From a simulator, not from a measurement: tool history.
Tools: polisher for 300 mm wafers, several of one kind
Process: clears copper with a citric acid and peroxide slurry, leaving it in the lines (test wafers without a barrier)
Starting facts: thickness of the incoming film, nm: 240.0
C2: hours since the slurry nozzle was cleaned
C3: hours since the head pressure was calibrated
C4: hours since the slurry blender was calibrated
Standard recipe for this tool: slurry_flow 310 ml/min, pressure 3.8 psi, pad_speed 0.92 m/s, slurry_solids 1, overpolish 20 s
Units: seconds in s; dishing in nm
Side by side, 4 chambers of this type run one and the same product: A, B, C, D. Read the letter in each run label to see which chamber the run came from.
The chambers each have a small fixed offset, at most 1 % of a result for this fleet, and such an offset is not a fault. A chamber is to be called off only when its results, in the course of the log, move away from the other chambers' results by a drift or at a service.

{"run": "1C", "hour": 3.9, "slurry_flow": 310, "pressure": 3.8, "pad_speed": 0.92, "slurry_solids": 1, "overpolish": 20, "wafers polished on this pad": 345, "C2": 204.8, "C3": 917.3, "C4": 65.1, "seconds": 76.004, "dishing": 34.349}
{"hour": 4.5, "done": "chamber A: slurry blender recalibrated"}
{"run": "2D", "hour": 10.6, "slurry_flow": 310, "pressure": 3.8, "pad_speed": 0.92, "slurry_solids": 1, "overpolish": 20, "wafers polished on this pad": 1512, "C2": 152.8, "C3": 214.3, "C4": 203.9, "seconds": 77.448, "dishing": 34.949}
{"hour": 16.1, "done": "chamber C: head pressure recalibrated"}
{"run": "3B", "hour": 18.1, "slurry_flow": 310, "pressure": 3.8, "pad_speed": 0.92, "slurry_solids": 1, "overpolish": 20, "wafers polished on this pad": 287, "C2": 220.7, "C3": 169.3, "C4": 107.2, "seconds": 75.788, "dishing": 34.851}
{"run": "4A", "hour": 24.1, "slurry_flow": 310, "pressure": 3.8, "pad_speed": 0.92, "slurry_solids": 1, "overpolish": 20, "wafers polished on this pad": 384, "C2": 45.5, "C3": 44.2, "C4": 19.7, "seconds": 77.881, "dishing": 35.107}
{"run": "5C", "hour": 32.7, "slurry_flow": 310, "pressure": 3.8, "pad_speed": 0.92, "slurry_solids": 1, "overpolish": 20, "wafers polished on this pad": 506, "C2": 233.6, "C3": 16.6, "C4": 93.9, "seconds": 78.508, "dishing": 35.048}
{"hour": 39.7, "done": "chamber D: slurry blender recalibrated"}
{"run": "6D", "hour": 40.2, "slurry_flow": 310, "pressure": 3.8, "pad_speed": 1.14, "slurry_solids": 1, "overpolish": 20, "wafers polished on this pad": 1678, "C2": 182.4, "C3": 243.9, "C4": 0.6, "seconds": 64.116, "dishing": 40.14}
{"hour": 43.4, "done": "chamber D: worn pad replaced by a new one"}
{"run": "7A", "hour": 44.2, "slurry_flow": 310, "pressure": 3.8, "pad_speed": 1.14, "slurry_solids": 1, "overpolish": 20, "wafers polished on this pad": 496, "C2": 65.6, "C3": 64.3, "C4": 39.8, "seconds": 61.846, "dishing": 41.303}
{"run": "8B", "hour": 49.2, "slurry_flow": 310, "pressure": 3.8, "pad_speed": 1.14, "slurry_solids": 1, "overpolish": 20, "wafers polished on this pad": 461, "C2": 251.8, "C3": 200.4, "C4": 138.3, "seconds": 62.783, "dishing": 41.301}
{"run": "9C", "hour": 53.3, "slurry_flow": 310, "pressure": 3.8, "pad_speed": 1.14, "slurry_solids": 1, "overpolish": 20, "wafers polished on this pad": 621, "C2": 254.2, "C3": 37.2, "C4": 114.5, "seconds": 63.472, "dishing": 39.584}
{"run": "10D", "hour": 59.3, "slurry_flow": 310, "pressure": 3.8, "pad_speed": 0.92, "slurry_solids": 1, "overpolish": 20, "wafers polished on this pad": 88, "C2": 201.5, "C3": 263, "C4": 19.7, "seconds": 76.343, "dishing": 35.935}
{"run": "11A", "hour": 63.8, "slurry_flow": 310, "pressure": 3.8, "pad_speed": 0.92, "slurry_solids": 1, "overpolish": 20, "wafers polished on this pad": 606, "C2": 85.2, "C3": 83.9, "C4": 59.4, "seconds": 76.111, "dishing": 34.967}
{"hour": 69.6, "done": "chamber A: worn pad replaced by a new one"}
{"run": "12B", "hour": 70.9, "slurry_flow": 310, "pressure": 3.8, "pad_speed": 0.92, "slurry_solids": 1, "overpolish": 20, "wafers polished on this pad": 582, "C2": 273.5, "C3": 222.1, "C4": 160, "seconds": 74.995, "dishing": 34.588}
{"run": "13A", "hour": 76.6, "slurry_flow": 310, "pressure": 3.8, "pad_speed": 1.12, "slurry_solids": 1, "overpolish": 20, "wafers polished on this pad": 39, "C2": 98, "C3": 96.7, "C4": 72.2, "seconds": 64.783, "dishing": 39.002}
{"hour": 81.1, "done": "chamber B: slurry nozzle cleaned"}
{"run": "14C", "hour": 81.7, "slurry_flow": 310, "pressure": 3.8, "pad_speed": 1.12, "slurry_solids": 1, "overpolish": 20, "wafers polished on this pad": 779, "C2": 282.6, "C3": 65.6, "C4": 142.9, "seconds": 65.949, "dishing": 40.363}
{"run": "15D", "hour": 90.4, "slurry_flow": 310, "pressure": 3.8, "pad_speed": 1.12, "slurry_solids": 1, "overpolish": 20, "wafers polished on this pad": 262, "C2": 232.6, "C3": 294.1, "C4": 50.8, "seconds": 63.004, "dishing": 39.857}
{"run": "16B", "hour": 97.4, "slurry_flow": 310, "pressure": 3.8, "pad_speed": 1.12, "slurry_solids": 1, "overpolish": 20, "wafers polished on this pad": 730, "C2": 16.4, "C3": 248.6, "C4": 186.5, "seconds": 62.442, "dishing": 39.73}
{"run": "17D", "hour": 101.7, "slurry_flow": 310, "pressure": 3.8, "pad_speed": 0.92, "slurry_solids": 1, "overpolish": 20, "wafers polished on this pad": 325, "C2": 243.9, "C3": 305.4, "C4": 62.1, "seconds": 79.124, "dishing": 35.485}
{"run": "18A", "hour": 107.9, "slurry_flow": 310, "pressure": 3.8, "pad_speed": 0.92, "slurry_solids": 1, "overpolish": 20, "wafers polished on this pad": 214, "C2": 129.3, "C3": 128, "C4": 103.5, "seconds": 78.976, "dishing": 34.239}
{"run": "19B", "hour": 115.1, "slurry_flow": 310, "pressure": 4.4, "pad_speed": 0.92, "slurry_solids": 1, "overpolish": 20, "wafers polished on this pad": 829, "C2": 34.1, "C3": 266.3, "C4": 204.2, "seconds": 67.437, "dishing": 39.744}
{"hour": 115.6, "done": "chamber C: worn pad replaced by a new one"}
{"hour": 122.1, "done": "chamber D: slurry nozzle cleaned"}
{"run": "20C", "hour": 123.7, "slurry_flow": 310, "pressure": 4.4, "pad_speed": 0.92, "slurry_solids": 1, "overpolish": 20, "wafers polished on this pad": 45, "C2": 324.6, "C3": 107.6, "C4": 184.9, "seconds": 66.849, "dishing": 38.17}
{"run": "21D", "hour": 131.7, "slurry_flow": 310, "pressure": 4.4, "pad_speed": 0.92, "slurry_solids": 1, "overpolish": 20, "wafers polished on this pad": 493, "C2": 9.7, "C3": 335.4, "C4": 92.1, "seconds": 67.14, "dishing": 39.16}
{"hour": 134.9, "done": "chamber C: slurry blender recalibrated"}
{"run": "22A", "hour": 136.1, "slurry_flow": 310, "pressure": 4.4, "pad_speed": 0.92, "slurry_solids": 1, "overpolish": 20, "wafers polished on this pad": 371, "C2": 157.5, "C3": 156.2, "C4": 131.7, "seconds": 68.798, "dishing": 37.507}
{"run": "23B", "hour": 142.8, "slurry_flow": 310, "pressure": 3.8, "pad_speed": 1.12, "slurry_solids": 1, "overpolish": 20, "wafers polished on this pad": 984, "C2": 61.8, "C3": 294, "C4": 231.9, "seconds": 64.542, "dishing": 40.16}
{"run": "24C", "hour": 147.5, "slurry_flow": 310, "pressure": 3.8, "pad_speed": 1.12, "slurry_solids": 1, "overpolish": 20, "wafers polished on this pad": 178, "C2": 348.4, "C3": 131.4, "C4": 12.7, "seconds": 64.261, "dishing": 39.973}
{"run": "25C", "hour": 154.0, "slurry_flow": 310, "pressure": 3.8, "pad_speed": 1.12, "slurry_solids": 1, "overpolish": 20, "wafers polished on this pad": 214, "C2": 354.9, "C3": 137.9, "C4": 19.2, "seconds": 62.499, "dishing": 39.964}
{"run": "26D", "hour": 158.9, "slurry_flow": 310, "pressure": 3.8, "pad_speed": 1.12, "slurry_solids": 1, "overpolish": 20, "wafers polished on this pad": 645, "C2": 36.9, "C3": 362.6, "C4": 119.3, "seconds": 63.693, "dishing": 39.943}
{"run": "27B", "hour": 162.8, "slurry_flow": 310, "pressure": 3.8, "pad_speed": 0.92, "slurry_solids": 1, "overpolish": 20, "wafers polished on this pad": 1096, "C2": 81.8, "C3": 314, "C4": 251.9, "seconds": 77.335, "dishing": 35.634}
{"run": "28A", "hour": 168.1, "slurry_flow": 310, "pressure": 3.8, "pad_speed": 0.92, "slurry_solids": 1, "overpolish": 20, "wafers polished on this pad": 550, "C2": 189.5, "C3": 188.2, "C4": 163.7, "seconds": 78.095, "dishing": 35.513}
{"run": "29B", "hour": 171.9, "slurry_flow": 310, "pressure": 3.8, "pad_speed": 0.92, "slurry_solids": 1, "overpolish": 20, "wafers polished on this pad": 1147, "C2": 90.9, "C3": 323.1, "C4": 261, "seconds": 79.374, "dishing": 35.206}
{"hour": 173.3, "done": "chamber A: worn pad replaced by a new one"}
{"run": "30C", "hour": 178.9, "slurry_flow": 310, "pressure": 3.8, "pad_speed": 0.92, "slurry_solids": 1, "overpolish": 20, "wafers polished on this pad": 353, "C2": 379.8, "C3": 162.8, "C4": 44.1, "seconds": 76.164, "dishing": 35.018}
{"run": "31D", "hour": 186.3, "slurry_flow": 310, "pressure": 3.8, "pad_speed": 0.92, "slurry_solids": 1, "overpolish": 20, "wafers polished on this pad": 798, "C2": 64.3, "C3": 390, "C4": 146.7, "seconds": 77.46, "dishing": 34.73}
{"hour": 189.8, "done": "chamber B: worn pad replaced by a new one"}
{"run": "32A", "hour": 190.7, "slurry_flow": 380, "pressure": 3.8, "pad_speed": 0.92, "slurry_solids": 0.75, "overpolish": 20, "wafers polished on this pad": 97, "C2": 212.1, "C3": 210.8, "C4": 186.3, "seconds": 81.827, "dishing": 35.195}
{"run": "33B", "hour": 194.8, "slurry_flow": 380, "pressure": 3.8, "pad_speed": 0.92, "slurry_solids": 0.75, "overpolish": 20, "wafers polished on this pad": 28, "C2": 113.8, "C3": 346, "C4": 283.9, "seconds": 81.81, "dishing": 35.039}
{"run": "34D", "hour": 203.2, "slurry_flow": 380, "pressure": 3.8, "pad_speed": 0.92, "slurry_solids": 0.75, "overpolish": 20, "wafers polished on this pad": 892, "C2": 81.2, "C3": 406.9, "C4": 163.6, "seconds": 81.34, "dishing": 34.028}
{"run": "35A", "hour": 209.1, "slurry_flow": 380, "pressure": 3.8, "pad_speed": 0.92, "slurry_solids": 0.75, "overpolish": 20, "wafers polished on this pad": 200, "C2": 230.5, "C3": 229.2, "C4": 204.7, "seconds": 82.235, "dishing": 33.144}
{"run": "36C", "hour": 212.9, "slurry_flow": 310, "pressure": 3.8, "pad_speed": 0.92, "slurry_solids": 1, "overpolish": 20, "wafers polished on this pad": 543, "C2": 413.8, "C3": 196.8, "C4": 78.1, "seconds": 76.618, "dishing": 34.158}
{"run": "37D", "hour": 216.7, "slurry_flow": 310, "pressure": 3.8, "pad_speed": 0.92, "slurry_solids": 1, "overpolish": 20, "wafers polished on this pad": 968, "C2": 94.7, "C3": 420.4, "C4": 177.1, "seconds": 76.773, "dishing": 35.354}
{"run": "38C", "hour": 222.7, "slurry_flow": 310, "pressure": 3.8, "pad_speed": 0.92, "slurry_solids": 1, "overpolish": 20, "wafers polished on this pad": 598, "C2": 423.6, "C3": 206.6, "C4": 87.9, "seconds": 78.245, "dishing": 35.132}
{"hour": 222.9, "done": "chamber B: slurry blender recalibrated"}
{"run": "39B", "hour": 230.7, "slurry_flow": 310, "pressure": 3.8, "pad_speed": 0.92, "slurry_solids": 1, "overpolish": 20, "wafers polished on this pad": 228, "C2": 149.7, "C3": 381.9, "C4": 7.8, "seconds": 79.526, "dishing": 34.823}
{"run": "40A", "hour": 236.1, "slurry_flow": 310, "pressure": 3.8, "pad_speed": 0.92, "slurry_solids": 1, "overpolish": 20, "wafers polished on this pad": 351, "C2": 257.5, "C3": 256.2, "C4": 231.7, "seconds": 77.988, "dishing": 34.666}
{"run": "41B", "hour": 242.9, "slurry_flow": 310, "pressure": 3.8, "pad_speed": 0.92, "slurry_solids": 1, "overpolish": 20, "wafers polished on this pad": 296, "C2": 161.9, "C3": 394.1, "C4": 20, "seconds": 76.581, "dishing": 36.226}

Does one chamber stand apart from the rest, does the shared gauge drift, or is all well apart from small per-chamber offsets? Give the chamber and the most likely cause, where there is one.

Beyond each chamber's small constant offset nothing stands out, and the gauge stays steady.
